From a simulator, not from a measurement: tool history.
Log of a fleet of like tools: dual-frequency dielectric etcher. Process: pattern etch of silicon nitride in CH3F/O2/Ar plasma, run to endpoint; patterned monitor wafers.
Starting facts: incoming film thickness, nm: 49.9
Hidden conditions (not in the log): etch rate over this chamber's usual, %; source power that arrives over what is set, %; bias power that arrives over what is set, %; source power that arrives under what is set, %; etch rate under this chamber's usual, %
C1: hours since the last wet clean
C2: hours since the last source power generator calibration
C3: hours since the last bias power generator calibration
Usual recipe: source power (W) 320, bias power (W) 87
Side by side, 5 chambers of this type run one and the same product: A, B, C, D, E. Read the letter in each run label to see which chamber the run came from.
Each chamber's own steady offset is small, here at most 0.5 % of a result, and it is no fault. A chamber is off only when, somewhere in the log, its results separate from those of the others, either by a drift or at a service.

{"run": "1E", "day": 0.312, "source power (W)": 320, "bias power (W)": 87, "C1": 336.1, "C2": 4132.5, "C3": 1513.1, "endpoint time (s)": 73.37}
{"run": "2D", "day": 0.654, "source power (W)": 320, "bias power (W)": 87, "C1": 288.3, "C2": 493.8, "C3": 3793.1, "endpoint time (s)": 73.7}
{"run": "3B", "day": 0.992, "source power (W)": 320, "bias power (W)": 87, "C1": 332.6, "C2": 3425.7, "C3": 1552.6, "endpoint time (s)": 73.412}
{"run": "4A", "day": 1.392, "source power (W)": 320, "bias power (W)": 87, "C1": 424.3, "C2": 233.6, "C3": 898.7, "endpoint time (s)": 73.512}
{"run": "5C", "day": 1.838, "source power (W)": 320, "bias power (W)": 87, "C1": 467.7, "C2": 2682.5, "C3": 3769.2, "endpoint time (s)": 73.486}
{"run": "6B", "day": 2.254, "source power (W)": 320, "bias power (W)": 87, "C1": 362.9, "C2": 3456, "C3": 1582.9, "endpoint time (s)": 73.9}
{"run": "7E", "day": 2.633, "source power (W)": 320, "bias power (W)": 87, "C1": 391.8, "C2": 4188.2, "C3": 1568.8, "endpoint time (s)": 72.773}
{"run": "8A", "day": 3.042, "source power (W)": 320, "bias power (W)": 87, "C1": 463.9, "C2": 273.2, "C3": 938.3, "endpoint time (s)": 73.515}
{"run": "9C", "day": 3.35, "source power (W)": 320, "bias power (W)": 87, "C1": 504, "C2": 2718.8, "C3": 3805.5, "endpoint time (s)": 73.073}
{"day": 3.429, "done": "chamber A: wet clean of the chamber"}
{"run": "10D", "day": 3.579, "source power (W)": 320, "bias power (W)": 87, "C1": 358.5, "C2": 564, "C3": 3863.3, "endpoint time (s)": 73.169}
{"run": "11B", "day": 3.858, "source power (W)": 360, "bias power (W)": 87, "C1": 401.4, "C2": 3494.5, "C3": 1621.4, "endpoint time (s)": 70.575}
{"run": "12A", "day": 4.071, "source power (W)": 360, "bias power (W)": 87, "C1": 15.4, "C2": 297.9, "C3": 963, "endpoint time (s)": 69.736}
{"day": 4.1, "done": "chamber C: wet clean of the chamber"}
{"run": "13D", "day": 4.354, "source power (W)": 360, "bias power (W)": 87, "C1": 377.1, "C2": 582.6, "C3": 3881.9, "endpoint time (s)": 70.732}
{"run": "14C", "day": 4.683, "source power (W)": 360, "bias power (W)": 87, "C1": 14, "C2": 2750.8, "C3": 3837.5, "endpoint time (s)": 70.272}
{"run": "15E", "day": 5.058, "source power (W)": 360, "bias power (W)": 87, "C1": 450, "C2": 4246.4, "C3": 1627, "endpoint time (s)": 69.996}
{"run": "16A", "day": 5.433, "source power (W)": 320, "bias power (W)": 87, "C1": 48.1, "C2": 330.6, "C3": 995.7, "endpoint time (s)": 73.54}
{"run": "17E", "day": 5.717, "source power (W)": 320, "bias power (W)": 87, "C1": 465.8, "C2": 4262.2, "C3": 1642.8, "endpoint time (s)": 73.421}
{"run": "18D", "day": 5.933, "source power (W)": 320, "bias power (W)": 104, "C1": 415, "C2": 620.5, "C3": 3919.8, "endpoint time (s)": 68.821}
{"run": "19B", "day": 6.271, "source power (W)": 320, "bias power (W)": 104, "C1": 459.3, "C2": 3552.4, "C3": 1679.3, "endpoint time (s)": 69.433}
{"run": "20C", "day": 6.554, "source power (W)": 320, "bias power (W)": 104, "C1": 58.9, "C2": 2795.7, "C3": 3882.4, "endpoint time (s)": 67.9}
{"day": 6.717, "done": "chamber E: wet clean of the chamber"}
{"run": "21A", "day": 6.788, "source power (W)": 320, "bias power (W)": 104, "C1": 80.6, "C2": 363.1, "C3": 1028.2, "endpoint time (s)": 68.822}
{"run": "22D", "day": 7.138, "source power (W)": 320, "bias power (W)": 104, "C1": 443.9, "C2": 649.4, "C3": 3948.7, "endpoint time (s)": 68.825}
{"run": "23C", "day": 7.554, "source power (W)": 320, "bias power (W)": 87, "C1": 82.9, "C2": 2819.7, "C3": 3906.4, "endpoint time (s)": 73.621}
{"run": "24E", "day": 7.762, "source power (W)": 320, "bias power (W)": 87, "C1": 25.1, "C2": 4311.3, "C3": 1691.9, "endpoint time (s)": 70.5}
{"run": "25B", "day": 8.079, "source power (W)": 320, "bias power (W)": 87, "C1": 502.7, "C2": 3595.8, "C3": 1722.7, "endpoint time (s)": 73.332}
{"run": "26A", "day": 8.396, "source power (W)": 320, "bias power (W)": 87, "C1": 119.2, "C2": 401.7, "C3": 1066.8, "endpoint time (s)": 72.925}
{"day": 8.579, "done": "chamber E: source power generator calibrated"}
{"run": "27B", "day": 8.821, "source power (W)": 320, "bias power (W)": 87, "C1": 520.5, "C2": 3613.6, "C3": 1740.5, "endpoint time (s)": 73.439}
{"day": 8.921, "done": "chamber C: source power generator calibrated"}
{"run": "28D", "day": 9.096, "source power (W)": 320, "bias power (W)": 87, "C1": 490.9, "C2": 696.4, "C3": 3995.7, "endpoint time (s)": 73.635}
{"run": "29E", "day": 9.317, "source power (W)": 320, "bias power (W)": 87, "C1": 62.4, "C2": 17.7, "C3": 1729.2, "endpoint time (s)": 70.402}
{"run": "30C", "day": 9.608, "source power (W)": 320, "bias power (W)": 87, "C1": 132.2, "C2": 16.5, "C3": 3955.7, "endpoint time (s)": 74.034}
{"run": "31C", "day": 10.038, "source power (W)": 320, "bias power (W)": 99, "C1": 142.5, "C2": 26.8, "C3": 3966, "endpoint time (s)": 69.812}
{"day": 10.438, "done": "chamber D: wet clean of the chamber"}
{"run": "32B", "day": 10.471, "source power (W)": 320, "bias power (W)": 99, "C1": 560.1, "C2": 3653.2, "C3": 1780.1, "endpoint time (s)": 69.674}
{"run": "33D", "day": 10.854, "source power (W)": 320, "bias power (W)": 99, "C1": 10.1, "C2": 738.6, "C3": 4037.9, "endpoint time (s)": 70.166}
{"run": "34A", "day": 11.179, "source power (W)": 320, "bias power (W)": 99, "C1": 186, "C2": 468.5, "C3": 1133.6, "endpoint time (s)": 69.973}
{"run": "35E", "day": 11.454, "source power (W)": 320, "bias power (W)": 99, "C1": 113.7, "C2": 69, "C3": 1780.5, "endpoint time (s)": 66.708}
{"run": "36A", "day": 11.688, "source power (W)": 340, "bias power (W)": 70, "C1": 198.2, "C2": 480.7, "C3": 1145.8, "endpoint time (s)": 76.84}

Predict what each chamber gives when all 5 of them run the settings below next.
{"run": "37A", "day": 12.012, "source power (W)": 320, "bias power (W)": 95, "endpoint time (s)": "?"}
{"run": "37B", "day": 12.012, "source power (W)": 320, "bias power (W)": 95, "endpoint time (s)": "?"}
{"run": "37C", "day": 12.012, "source power (W)": 320, "bias power (W)": 95, "endpoint time (s)": "?"}
{"run": "37D", "day": 12.012, "source power (W)": 320, "bias power (W)": 95, "endpoint time (s)": "?"}
{"run": "37E", "day": 12.012, "source power (W)": 320, "bias power (W)": 95, "endpoint time (s)": "?"}

run=37A endpoint_time_(s)=71.085
run=37B endpoint_time_(s)=71.059
run=37C endpoint_time_(s)=70.628
run=37D endpoint_time_(s)=70.695
run=37E endpoint_time_(s)=68.152
